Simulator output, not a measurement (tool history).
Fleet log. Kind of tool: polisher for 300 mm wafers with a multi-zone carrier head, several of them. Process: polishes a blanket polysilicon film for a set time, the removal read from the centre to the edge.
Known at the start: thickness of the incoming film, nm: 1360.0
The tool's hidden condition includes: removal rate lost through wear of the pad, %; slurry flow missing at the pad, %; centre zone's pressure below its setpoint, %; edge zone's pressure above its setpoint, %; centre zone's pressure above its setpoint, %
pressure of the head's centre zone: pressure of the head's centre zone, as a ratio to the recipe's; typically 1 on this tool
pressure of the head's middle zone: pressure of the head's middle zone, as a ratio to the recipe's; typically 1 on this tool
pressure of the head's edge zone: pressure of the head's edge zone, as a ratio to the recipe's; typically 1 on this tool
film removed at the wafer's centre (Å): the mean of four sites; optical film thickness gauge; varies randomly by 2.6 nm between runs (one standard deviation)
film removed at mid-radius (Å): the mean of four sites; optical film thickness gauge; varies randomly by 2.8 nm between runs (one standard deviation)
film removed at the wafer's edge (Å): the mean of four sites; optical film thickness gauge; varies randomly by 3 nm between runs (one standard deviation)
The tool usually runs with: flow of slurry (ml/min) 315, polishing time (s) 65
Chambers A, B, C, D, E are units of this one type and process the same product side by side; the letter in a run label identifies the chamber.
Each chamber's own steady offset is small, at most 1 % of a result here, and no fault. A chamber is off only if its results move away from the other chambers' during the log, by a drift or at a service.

| run | hour | flow of slurry (ml/min) | pressure of the head's centre zone | pressure of the head's middle zone | pressure of the head's edge zone | polishing time (s) | wafers polished on this pad | hours since the slurry nozzle was cleaned | hours since the centre zone pressure was calibrated | hours since the edge zone pressure was calibrated | film removed at the wafer's centre (Å) | film removed at mid-radius (Å) | film removed at the wafer's edge (Å) |
|---|---|---|---|---|---|---|---|---|---|---|---|---|---|
|  | 4 | chamber D: edge zone pressure recalibrated |
|  | 5.5 | chamber B: slurry nozzle cleaned |
|  | 13.3 | chamber C: worn pad replaced by a new one |
| 1C | 14.5 | 315 | 1 | 1 | 1 | 65 | 16 | 116.4 | 138.3 | 212.3 | 3369.4 | 3425.6 | 3387.3 |
|  | 18.7 | chamber A: worn pad replaced by a new one |
| 2A | 24.6 | 315 | 1 | 1 | 1 | 65 | 78 | 239.6 | 618.6 | 259.8 | 3407 | 3365.3 | 3409 |
|  | 27.5 | chamber B: worn pad replaced by a new one |
| 3E | 34.3 | 315 | 1 | 1 | 1 | 65 | 793 | 171.1 | 477.9 | 59.2 | 3358.8 | 3416 | 3413.5 |
| 4B | 46.8 | 315 | 1 | 1 | 1 | 65 | 255 | 41.4 | 958 | 266.2 | 3435.5 | 3403.2 | 3485.5 |
| 5D | 54 | 220 | 1.06 | 1 | 1 | 65 | 899 | 257.9 | 120.9 | 50.1 | 3435 | 3267.4 | 3297.8 |
| 6B | 62.4 | 220 | 1.06 | 1 | 1 | 65 | 460 | 57 | 973.6 | 281.8 | 3474 | 3279.7 | 3323.8 |
|  | 62.9 | chamber E: worn pad replaced by a new one |
|  | 69.5 | chamber D: worn pad replaced by a new one |
| 7A | 69.6 | 220 | 1.06 | 1 | 1 | 65 | 671 | 284.6 | 663.6 | 304.8 | 3450 | 3258.1 | 3317.6 |
|  | 72 | chamber D: slurry nozzle cleaned |
| 8E | 78.2 | 220 | 1.06 | 1 | 1 | 65 | 201 | 215 | 521.8 | 103.1 | 3465.1 | 3253.7 | 3333.1 |
| 9D | 92.7 | 220 | 1.06 | 1 | 1 | 65 | 305 | 20.8 | 159.6 | 88.8 | 3474 | 3275.6 | 3330.6 |
| 10C | 108.9 | 315 | 1 | 1 | 1 | 65 | 1259 | 210.8 | 232.7 | 306.7 | 3379.6 | 3425 | 3411.6 |
|  | 110.3 | chamber C: worn pad replaced by a new one |
|  | 123 | chamber A: worn pad replaced by a new one |
| 11A | 125.1 | 315 | 1 | 1 | 1 | 65 | 28 | 340.1 | 719.1 | 360.3 | 3359.1 | 3381.3 | 3459 |
| 12D | 141.3 | 315 | 1 | 1 | 1 | 65 | 945 | 69.4 | 208.2 | 137.4 | 3398.4 | 3414.2 | 3417.8 |
|  | 148.2 | chamber B: edge zone pressure recalibrated |
|  | 154.2 | chamber B: worn pad replaced by a new one |
| 13C | 157.1 | 315 | 1 | 1 | 1 | 65 | 617 | 259 | 280.9 | 354.9 | 3461.8 | 3399.7 | 3377 |
|  | 158.9 | chamber E: worn pad replaced by a new one |
|  | 172.5 | chamber D: worn pad replaced by a new one |
| 14B | 173.7 | 315 | 1 | 1 | 1 | 65 | 258 | 168.3 | 1084.9 | 25.6 | 3424.2 | 3392.7 | 3384.1 |
| 15E | 186.7 | 315 | 1 | 1 | 1 | 65 | 367 | 323.5 | 630.3 | 211.6 | 3348.4 | 3416.1 | 3405.4 |
| 16E | 195.2 | 315 | 1 | 1 | 1 | 65 | 479 | 332 | 638.8 | 220.1 | 3403.7 | 3405.6 | 3446.4 |
|  | 206.2 | chamber A: worn pad replaced by a new one |
|  | 208.6 | chamber C: worn pad replaced by a new one |
| 17C | 211.2 | 315 | 1 | 1 | 1 | 65 | 35 | 313.1 | 335 | 409 | 3360 | 3421.5 | 3393.6 |
|  | 225.6 | chamber B: slurry nozzle cleaned |
| 18D | 226.2 | 315 | 1 | 1 | 1 | 65 | 707 | 154.3 | 293.1 | 222.3 | 3386.1 | 3393.6 | 3455.7 |
|  | 234.2 | chamber B: centre zone pressure recalibrated |
| 19A | 237.4 | 315 | 1 | 1 | 1 | 65 | 411 | 452.4 | 831.4 | 472.6 | 3396.3 | 3449 | 3396.5 |
| 20B | 246.7 | 315 | 1 | 1 | 1 | 65 | 1219 | 21.1 | 12.5 | 98.6 | 3386.6 | 3376.8 | 3417.3 |
|  | 255.1 | chamber E: slurry nozzle cleaned |
| 21A | 256.1 | 315 | 1 | 1 | 1 | 65 | 657 | 471.1 | 850.1 | 491.3 | 3416 | 3397.3 | 3420.9 |
|  | 257.8 | chamber D: worn pad replaced by a new one |
|  | 263.2 | chamber E: worn pad replaced by a new one |
|  | 263.4 | chamber D: centre zone pressure recalibrated |
|  | 268.5 | chamber B: worn pad replaced by a new one |
| 22E | 272 | 315 | 1 | 1 | 1 | 65 | 116 | 17 | 715.6 | 296.9 | 3409.7 | 3394.3 | 3455.2 |
| 23B | 281.7 | 315 | 1 | 1.05 | 0.96 | 65 | 175 | 56.1 | 47.5 | 133.6 | 3389.1 | 3533 | 3304 |
|  | 287.2 | chamber A: centre zone pressure recalibrated |
| 24C | 291.9 | 315 | 1 | 1.05 | 0.96 | 65 | 1098 | 393.8 | 415.7 | 489.7 | 3403.3 | 3568 | 3308.3 |
|  | 297.5 | chamber A: worn pad replaced by a new one |
| 25D | 307.1 | 315 | 1 | 1.05 | 0.96 | 65 | 650 | 235.2 | 43.8 | 303.2 | 3345 | 3519.2 | 3304.4 |
|  | 311.4 | chamber C: centre zone pressure recalibrated |
|  | 311.7 | chamber C: worn pad replaced by a new one |
| 26C | 316.5 | 315 | 1 | 1.05 | 0.96 | 65 | 63 | 418.4 | 5.1 | 514.3 | 3428.2 | 3556.3 | 3294.9 |
| 27E | 327.2 | 315 | 1 | 1.05 | 0.96 | 65 | 843 | 72.2 | 770.8 | 352.1 | 3388.3 | 3635.5 | 3305.4 |
| 28D | 335.4 | 315 | 1 | 1 | 1 | 65 | 1022 | 263.5 | 72.1 | 331.5 | 3368.7 | 3407.9 | 3445.7 |
| 29A | 347.3 | 315 | 1 | 1 | 1 | 65 | 656 | 562.3 | 60.2 | 582.5 | 3149.6 | 3392.7 | 3427.9 |
|  | 349.4 | chamber C: slurry nozzle cleaned |
|  | 350.1 | chamber E: worn pad replaced by a new one |
|  | 351.7 | chamber D: worn pad replaced by a new one |
| 30B | 363.2 | 315 | 1 | 1 | 1 | 65 | 1248 | 137.6 | 129 | 215.1 | 3421.5 | 3402.2 | 3430.7 |
| 31E | 372.4 | 315 | 1 | 1 | 1 | 65 | 294 | 117.4 | 816 | 397.3 | 3387.1 | 3433.9 | 3430.8 |
|  | 375.7 | chamber D: slurry nozzle cleaned |
| 32A | 383.4 | 315 | 1 | 1 | 1 | 65 | 1131 | 598.4 | 96.3 | 618.6 | 3119.5 | 3408.7 | 3413.2 |
| 33C | 394.1 | 315 | 1 | 1 | 1 | 65 | 1085 | 44.8 | 82.7 | 591.9 | 3406.9 | 3436.5 | 3362.9 |
|  | 398.1 | chamber B: worn pad replaced by a new one |
| 34B | 402.3 | 315 | 1 | 1 | 1 | 65 | 56 | 176.7 | 168.1 | 254.2 | 3402.3 | 3432.8 | 3435.8 |
|  | 404.2 | chamber A: worn pad replaced by a new one |
|  | 414.2 | chamber C: worn pad replaced by a new one |
|  | 415.9 | chamber E: centre zone pressure recalibrated |
| 35D | 418.7 | 315 | 1 | 1 | 1 | 65 | 883 | 43 | 155.4 | 414.8 | 3384.2 | 3370.3 | 3392.5 |
| 36A | 430.3 | 315 | 1 | 1 | 1 | 65 | 343 | 645.3 | 143.2 | 665.5 | 3114.2 | 3422.1 | 3451.4 |
| 37E | 440.3 | 315 | 1 | 1 | 1 | 65 | 1188 | 185.3 | 24.4 | 465.2 | 3363.9 | 3376 | 3391.9 |
| 38C | 451.6 | 315 | 1 | 1.06 | 1 | 65 | 492 | 102.3 | 140.2 | 649.4 | 3428.3 | 3564.5 | 3391.3 |
|  | 452.4 | chamber D: worn pad replaced by a new one |
| 39D | 465.6 | 315 | 1 | 1.06 | 1 | 65 | 173 | 89.9 | 202.3 | 461.7 | 3372 | 3554.1 | 3444.1 |

All chambers now run identical settings, listed one chamber a line with results as question marks. What results will each chamber show?
| 40A | 477.5 | 315 | 1 | 1 | 1 | 65 |  |  |  |  | ? | ? | ? |
| 40B | 477.5 | 315 | 1 | 1 | 1 | 65 |  |  |  |  | ? | ? | ? |
| 40C | 477.5 | 315 | 1 | 1 | 1 | 65 |  |  |  |  | ? | ? | ? |
| 40D | 477.5 | 315 | 1 | 1 | 1 | 65 |  |  |  |  | ? | ? | ? |
| 40E | 477.5 | 315 | 1 | 1 | 1 | 65 |  |  |  |  | ? | ? | ? |

| run | film removed at the wafer's centre (Å) | film removed at mid-radius (Å) | film removed at the wafer's edge (Å) |
|---|---|---|---|
| 40A | 3121.1 | 3412.4 | 3382.4 |
| 40B | 3433.1 | 3376.2 | 3449.3 |
| 40C | 3435.4 | 3362.3 | 3353 |
| 40D | 3324.8 | 3396.9 | 3409.8 |
| 40E | 3361.4 | 3412.8 | 3424.7 |
